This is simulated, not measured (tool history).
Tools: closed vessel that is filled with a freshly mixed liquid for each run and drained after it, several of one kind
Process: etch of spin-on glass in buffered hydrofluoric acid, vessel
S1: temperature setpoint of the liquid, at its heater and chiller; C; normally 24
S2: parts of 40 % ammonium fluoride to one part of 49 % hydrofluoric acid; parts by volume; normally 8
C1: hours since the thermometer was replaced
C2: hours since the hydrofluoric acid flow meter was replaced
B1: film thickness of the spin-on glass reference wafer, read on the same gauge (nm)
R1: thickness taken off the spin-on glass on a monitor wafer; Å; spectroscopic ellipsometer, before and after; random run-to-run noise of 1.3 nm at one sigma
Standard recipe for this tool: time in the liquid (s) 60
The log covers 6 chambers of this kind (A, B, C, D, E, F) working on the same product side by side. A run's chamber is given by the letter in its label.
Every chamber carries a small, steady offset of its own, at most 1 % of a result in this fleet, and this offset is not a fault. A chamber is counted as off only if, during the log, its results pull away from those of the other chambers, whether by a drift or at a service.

{"run": "1A", "hour": 4.0, "S1": 24, "S2": 8, "time in the liquid (s)": 60, "C1": 512.3, "C2": 399.6, "B1": 139.99, "R1": 1279.8}
{"run": "2B", "hour": 8.4, "S1": 24, "S2": 8, "time in the liquid (s)": 60, "C1": 581.7, "C2": 1229.1, "B1": 139.99, "R1": 1281.6}
{"run": "3F", "hour": 12.6, "S1": 24, "S2": 8, "time in the liquid (s)": 60, "C1": 1028.2, "C2": 1543.4, "B1": 140.01, "R1": 1308.9}
{"run": "4D", "hour": 16.6, "S1": 24, "S2": 8, "time in the liquid (s)": 60, "C1": 105.9, "C2": 416.6, "B1": 140.01, "R1": 1294.5}
{"run": "5E", "hour": 23.3, "S1": 24, "S2": 8, "time in the liquid (s)": 60, "C1": 556.3, "C2": 719.2, "B1": 140.02, "R1": 1305.1}
{"run": "6C", "hour": 28.7, "S1": 24, "S2": 8, "time in the liquid (s)": 60, "C1": 748.8, "C2": 400.5, "B1": 139.99, "R1": 1324.6}
{"run": "7D", "hour": 36.8, "S1": 24, "S2": 8, "time in the liquid (s)": 60, "C1": 126.1, "C2": 436.8, "B1": 139.94, "R1": 1268.2}
{"run": "8A", "hour": 43.3, "S1": 24, "S2": 8, "time in the liquid (s)": 60, "C1": 551.6, "C2": 438.9, "B1": 140, "R1": 1279.5}
{"run": "9F", "hour": 49.1, "S1": 24, "S2": 8, "time in the liquid (s)": 60, "C1": 1064.7, "C2": 1579.9, "B1": 140.03, "R1": 1313.7}
{"run": "10E", "hour": 56.5, "S1": 24, "S2": 8, "time in the liquid (s)": 60, "C1": 589.5, "C2": 752.4, "B1": 140.02, "R1": 1310.2}
{"run": "11C", "hour": 61.8, "S1": 24, "S2": 8, "time in the liquid (s)": 60, "C1": 781.9, "C2": 433.6, "B1": 140, "R1": 1309.6}
{"run": "12B", "hour": 67.2, "S1": 24, "S2": 8, "time in the liquid (s)": 60, "C1": 640.5, "C2": 1287.9, "B1": 139.98, "R1": 1271.9}
{"run": "13D", "hour": 72.8, "S1": 24, "S2": 8, "time in the liquid (s)": 60, "C1": 162.1, "C2": 472.8, "B1": 139.99, "R1": 1312.1}
{"run": "14F", "hour": 77.1, "S1": 24, "S2": 8, "time in the liquid (s)": 60, "C1": 1092.7, "C2": 1607.9, "B1": 139.97, "R1": 1282}
{"run": "15A", "hour": 84.2, "S1": 24, "S2": 8, "time in the liquid (s)": 60, "C1": 592.5, "C2": 479.8, "B1": 140, "R1": 1283}
{"run": "16C", "hour": 90.0, "S1": 24, "S2": 8, "time in the liquid (s)": 60, "C1": 810.1, "C2": 461.8, "B1": 139.96, "R1": 1289.7}
{"run": "17E", "hour": 93.7, "S1": 24, "S2": 8, "time in the liquid (s)": 60, "C1": 626.7, "C2": 789.6, "B1": 140.05, "R1": 1303.1}
{"hour": 96.3, "done": "chamber F: hydrofluoric acid flow meter replaced"}
{"run": "18B", "hour": 100.8, "S1": 24, "S2": 8, "time in the liquid (s)": 60, "C1": 674.1, "C2": 1321.5, "B1": 139.94, "R1": 1311.9}
{"run": "19D", "hour": 106.6, "S1": 24, "S2": 8, "time in the liquid (s)": 60, "C1": 195.9, "C2": 506.6, "B1": 140.05, "R1": 1288.8}
{"run": "20F", "hour": 114.7, "S1": 24, "S2": 8, "time in the liquid (s)": 60, "C1": 1130.3, "C2": 18.4, "B1": 140.05, "R1": 1295.3}
{"run": "21B", "hour": 122.3, "S1": 27, "S2": 6.5, "time in the liquid (s)": 60, "C1": 695.6, "C2": 1343, "B1": 139.98, "R1": 1897.7}
{"run": "22E", "hour": 130.0, "S1": 27, "S2": 6.5, "time in the liquid (s)": 60, "C1": 663, "C2": 825.9, "B1": 139.97, "R1": 1901.9}
{"run": "23A", "hour": 137.0, "S1": 27, "S2": 6.5, "time in the liquid (s)": 60, "C1": 645.3, "C2": 532.6, "B1": 139.95, "R1": 1879.3}
{"run": "24C", "hour": 141.8, "S1": 27, "S2": 6.5, "time in the liquid (s)": 60, "C1": 861.9, "C2": 513.6, "B1": 139.99, "R1": 1851.9}
{"run": "25B", "hour": 148.0, "S1": 27, "S2": 6.5, "time in the liquid (s)": 60, "C1": 721.3, "C2": 1368.7, "B1": 139.95, "R1": 1923.1}
{"run": "26E", "hour": 154.3, "S1": 27, "S2": 6.5, "time in the liquid (s)": 60, "C1": 687.3, "C2": 850.2, "B1": 139.99, "R1": 1875.4}
{"run": "27C", "hour": 159.7, "S1": 24, "S2": 8, "time in the liquid (s)": 60, "C1": 879.8, "C2": 531.5, "B1": 139.99, "R1": 1244.5}
{"run": "28A", "hour": 166.5, "S1": 28, "S2": 8, "time in the liquid (s)": 35, "C1": 674.8, "C2": 562.1, "B1": 139.96, "R1": 936.52}
{"run": "29D", "hour": 171.7, "S1": 28, "S2": 8, "time in the liquid (s)": 35, "C1": 261, "C2": 571.7, "B1": 139.98, "R1": 939.37}
{"run": "30F", "hour": 177.2, "S1": 28, "S2": 8, "time in the liquid (s)": 35, "C1": 1192.8, "C2": 80.9, "B1": 139.99, "R1": 931.56}
{"run": "31B", "hour": 185.5, "S1": 28, "S2": 8, "time in the liquid (s)": 35, "C1": 758.8, "C2": 1406.2, "B1": 139.97, "R1": 951.69}
{"run": "32C", "hour": 192.0, "S1": 28, "S2": 8, "time in the liquid (s)": 35, "C1": 912.1, "C2": 563.8, "B1": 139.97, "R1": 882.16}
{"run": "33F", "hour": 196.8, "S1": 28, "S2": 8, "time in the liquid (s)": 35, "C1": 1212.4, "C2": 100.5, "B1": 139.99, "R1": 936.49}
{"run": "34D", "hour": 202.1, "S1": 24, "S2": 8, "time in the liquid (s)": 60, "C1": 291.4, "C2": 602.1, "B1": 139.99, "R1": 1297.7}
{"run": "35E", "hour": 207.7, "S1": 24, "S2": 8, "time in the liquid (s)": 60, "C1": 740.7, "C2": 903.6, "B1": 140.02, "R1": 1301.6}
{"run": "36A", "hour": 213.1, "S1": 24, "S2": 8, "time in the liquid (s)": 60, "C1": 721.4, "C2": 608.7, "B1": 139.97, "R1": 1280.3}
{"run": "37F", "hour": 220.0, "S1": 22, "S2": 6, "time in the liquid (s)": 60, "C1": 1235.6, "C2": 123.7, "B1": 139.98, "R1": 1527.5}
{"run": "38C", "hour": 228.0, "S1": 22, "S2": 6, "time in the liquid (s)": 60, "C1": 948.1, "C2": 599.8, "B1": 140.07, "R1": 1453}

Is one chamber off against the others, does the gauge drift, or is nothing wrong? If a chamber is off, say which, and what the likeliest cause is.

It is chamber C that slowly wanders off from its peers.
What lies behind it: hydrofluoric acid flow below the setpoint (%) = 7.21.
The log may not tell that from: liquid colder than its thermometer reads (K).

Which of the 4 candidates below, each the usual settings with something changed and its results left as question marks, puts chamber C back in line with what the other chambers give on the usual settings?
In line means no further than this from the other chambers' mean on the usual settings: R1 45 Å
{"run": "39C-1", "hour": 234.0, "S1": 23.5, "S2": 8, "time in the liquid (s)": 60, "R1": "?"}
{"run": "39C-2", "hour": 234.0, "S1": 24, "S2": 8, "time in the liquid (s)": 65, "R1": "?"}
{"run": "39C-3", "hour": 234.0, "S1": 23.5, "S2": 8.5, "time in the liquid (s)": 60, "R1": "?"}
{"run": "39C-4", "hour": 234.0, "S1": 24.5, "S2": 8, "time in the liquid (s)": 60, "R1": "?"}

Other chambers, usual settings, mean: R1 1297.1 Å
run=39C-1 R1=1171.2
run=39C-2 R1=1303.9
run=39C-3 R1=1106.2
run=39C-4 R1=1236.1
The right change is 39C-2: it brings the chamber back within the allowed miss of the others.
